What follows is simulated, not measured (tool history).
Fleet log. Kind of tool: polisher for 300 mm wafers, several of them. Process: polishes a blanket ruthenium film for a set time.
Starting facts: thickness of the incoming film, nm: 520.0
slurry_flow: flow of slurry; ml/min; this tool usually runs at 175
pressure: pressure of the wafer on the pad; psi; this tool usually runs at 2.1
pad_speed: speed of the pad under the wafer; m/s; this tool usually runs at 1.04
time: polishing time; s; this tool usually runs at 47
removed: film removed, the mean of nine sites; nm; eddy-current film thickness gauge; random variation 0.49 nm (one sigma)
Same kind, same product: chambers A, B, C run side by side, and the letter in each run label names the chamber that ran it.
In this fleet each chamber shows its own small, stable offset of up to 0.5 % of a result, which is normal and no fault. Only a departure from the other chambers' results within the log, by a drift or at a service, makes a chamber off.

| run | hour | slurry_flow | pressure | pad_speed | time | removed |
|---|---|---|---|---|---|---|
| 1B | 2.9 | 175 | 2.1 | 1.04 | 47 | 51.362 |
| 2A | 8.2 | 175 | 2.1 | 1.04 | 47 | 51.138 |
| 3C | 12.1 | 175 | 2.1 | 1.04 | 47 | 51.428 |
| 4B | 14.9 | 175 | 2.1 | 1.04 | 47 | 51.045 |
|  | 16.3 | chamber A: slurry nozzle cleaned |
| 5C | 18.9 | 175 | 2.1 | 1.04 | 47 | 51.099 |
| 6A | 23.4 | 175 | 2.1 | 1.04 | 47 | 51.281 |
| 7C | 27.2 | 175 | 2.1 | 1.04 | 47 | 52.269 |
| 8A | 31.6 | 175 | 2.1 | 1.04 | 47 | 51.632 |
|  | 34.1 | chamber C: worn pad replaced by a new one |
| 9B | 34.8 | 175 | 2.1 | 1.04 | 47 | 52.394 |
| 10B | 38.2 | 145 | 2.1 | 0.76 | 47 | 36.086 |
| 11C | 41.6 | 145 | 2.1 | 0.76 | 47 | 36.473 |
| 12A | 46.1 | 145 | 2.1 | 0.76 | 47 | 35.809 |
| 13C | 49.2 | 175 | 2.1 | 1.04 | 47 | 51.186 |
| 14B | 54.4 | 175 | 2.1 | 1.04 | 47 | 51.246 |
| 15A | 56.9 | 175 | 2.1 | 1.04 | 47 | 51.289 |
| 16A | 60 | 175 | 2.1 | 1.04 | 47 | 52.033 |
| 17C | 63.1 | 175 | 2.1 | 1.04 | 47 | 49.785 |
| 18B | 66.1 | 230 | 2.6 | 1.04 | 47 | 66.408 |
| 19C | 70.3 | 230 | 2.6 | 1.04 | 47 | 63.579 |
| 20A | 73.6 | 230 | 2.6 | 1.04 | 47 | 65.782 |
| 21B | 78.4 | 175 | 2.1 | 1.04 | 47 | 50.622 |
| 22C | 82.2 | 175 | 2.1 | 1.04 | 47 | 48.316 |
| 23B | 84.9 | 175 | 2.1 | 1.04 | 47 | 51.511 |
| 24A | 89.9 | 175 | 2.1 | 1.04 | 47 | 51.666 |
| 25B | 92.7 | 120 | 2.1 | 0.9 | 47 | 41.645 |
| 26A | 97.1 | 120 | 2.1 | 0.9 | 47 | 41.522 |
| 27C | 100.7 | 120 | 2.1 | 0.9 | 47 | 37.953 |
|  | 104.5 | chamber A: head pressure recalibrated |
|  | 104.7 | chamber A: worn pad replaced by a new one |
| 28A | 106 | 175 | 2.1 | 1.04 | 47 | 51.549 |
| 29C | 111.2 | 175 | 2.1 | 1.04 | 47 | 46.774 |
| 30B | 115.9 | 175 | 2.1 | 1.04 | 47 | 51.857 |

All chambers now run identical settings, listed one chamber a line with results as question marks. What results will each chamber show?
| 31A | 120 | 120 | 2.1 | 1.04 | 47 | ? |
| 31B | 120 | 120 | 2.1 | 1.04 | 47 | ? |
| 31C | 120 | 120 | 2.1 | 1.04 | 47 | ? |

| run | removed |
|---|---|
| 31A | 49.108 |
| 31B | 48.635 |
| 31C | 43.175 |
